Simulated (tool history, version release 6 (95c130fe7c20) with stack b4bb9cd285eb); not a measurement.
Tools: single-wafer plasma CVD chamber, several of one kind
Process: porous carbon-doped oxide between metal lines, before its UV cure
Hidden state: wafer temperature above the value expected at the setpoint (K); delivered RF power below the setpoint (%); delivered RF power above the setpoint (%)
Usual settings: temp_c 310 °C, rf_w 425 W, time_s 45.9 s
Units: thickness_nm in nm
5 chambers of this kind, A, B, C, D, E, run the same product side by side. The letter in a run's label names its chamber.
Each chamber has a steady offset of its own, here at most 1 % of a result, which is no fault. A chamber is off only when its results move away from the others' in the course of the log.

run	day	temp_c	rf_w	time_s	hours since the last thermocouple change	hours since the last RF generator calibration	read-back reference wafer on the same gauge, thickness_nm	thickness_nm
1C	0.346	310	425	45.9	713.2	2058.9	202.02	208.15
2A	0.721	310	425	45.9	1358.6	494.5	202.10	206.54
3B	0.967	310	425	45.9	2379.6	483.6	202.11	206.55
4D	1.179	310	425	45.9	1034.5	422.4	202.03	207.39
5E	1.538	310	425	45.9	1445.7	381.8	202.21	205.08
6C	1.925	310	425	45.9	751.1	2096.8	202.22	208.40
# day 1.992: chamber E: thermocouple changed; heater temperature recalibrated
7E	2.362	310	470	45.9	9.0	401.6	202.33	221.49
8B	2.688	310	470	45.9	2420.9	524.9	202.41	224.03
9A	3.012	310	470	45.9	1413.6	549.5	202.40	223.02
10D	3.258	310	470	45.9	1084.4	472.3	202.35	224.42
11D	3.588	310	470	45.9	1092.3	480.2	202.38	223.40
12A	3.862	310	425	45.9	1434.0	569.9	202.46	206.58
13E	4.233	299	425	38.6	53.9	446.5	202.48	184.70
14C	4.579	299	425	38.6	814.8	2160.5	202.64	186.57
15B	4.812	299	425	38.6	2471.9	575.9	202.62	186.12
16C	5.238	299	425	38.6	830.6	2176.3	202.54	187.73
17E	5.604	299	425	38.6	86.8	479.4	202.72	184.95
# day 5.825: chamber C: RF generator calibrated
18A	5.833	310	425	45.9	1481.3	617.2	202.63	207.03
19B	6.171	310	425	45.9	2504.5	608.5	202.84	207.95
20D	6.446	310	425	45.9	1160.9	548.8	202.63	208.61
21C	6.779	310	425	45.9	867.6	23.0	202.86	208.71
22D	7.217	301	425	45.9	1179.4	567.3	202.83	219.13
23E	7.421	301	425	45.9	130.4	523.0	202.74	216.19
24A	7.829	301	425	45.9	1529.2	665.1	202.86	218.06
25B	8.200	301	425	45.9	2553.2	657.2	203.00	218.49
26A	8.562	301	425	45.9	1546.8	682.7	202.93	217.82
27E	8.879	310	425	42.3	165.4	558.0	202.99	190.09
28C	9.179	310	425	42.3	925.2	80.6	203.03	192.85
29D	9.529	310	425	42.3	1234.9	622.8	203.08	193.12
30B	9.946	310	425	42.3	2595.1	699.1	203.19	192.38
31E	10.379	310	425	42.3	201.4	594.0	203.14	190.46
32D	10.704	310	425	45.9	1263.1	651.0	203.19	208.61
33A	11.004	310	425	45.9	1605.4	741.3	203.25	208.02
34C	11.296	310	425	45.9	976.0	131.4	203.27	208.56
35B	11.608	310	425	45.9	2635.0	739.0	203.28	208.63

What goes on in this fleet: one chamber off, a drifting gauge, or nothing beyond the chambers' own small offsets? Name the chamber and the cause, if any.

The gauge drifts, so all chambers seem to drift together. No chamber is off.
Cause: gauge reads high (%) = 0.688.
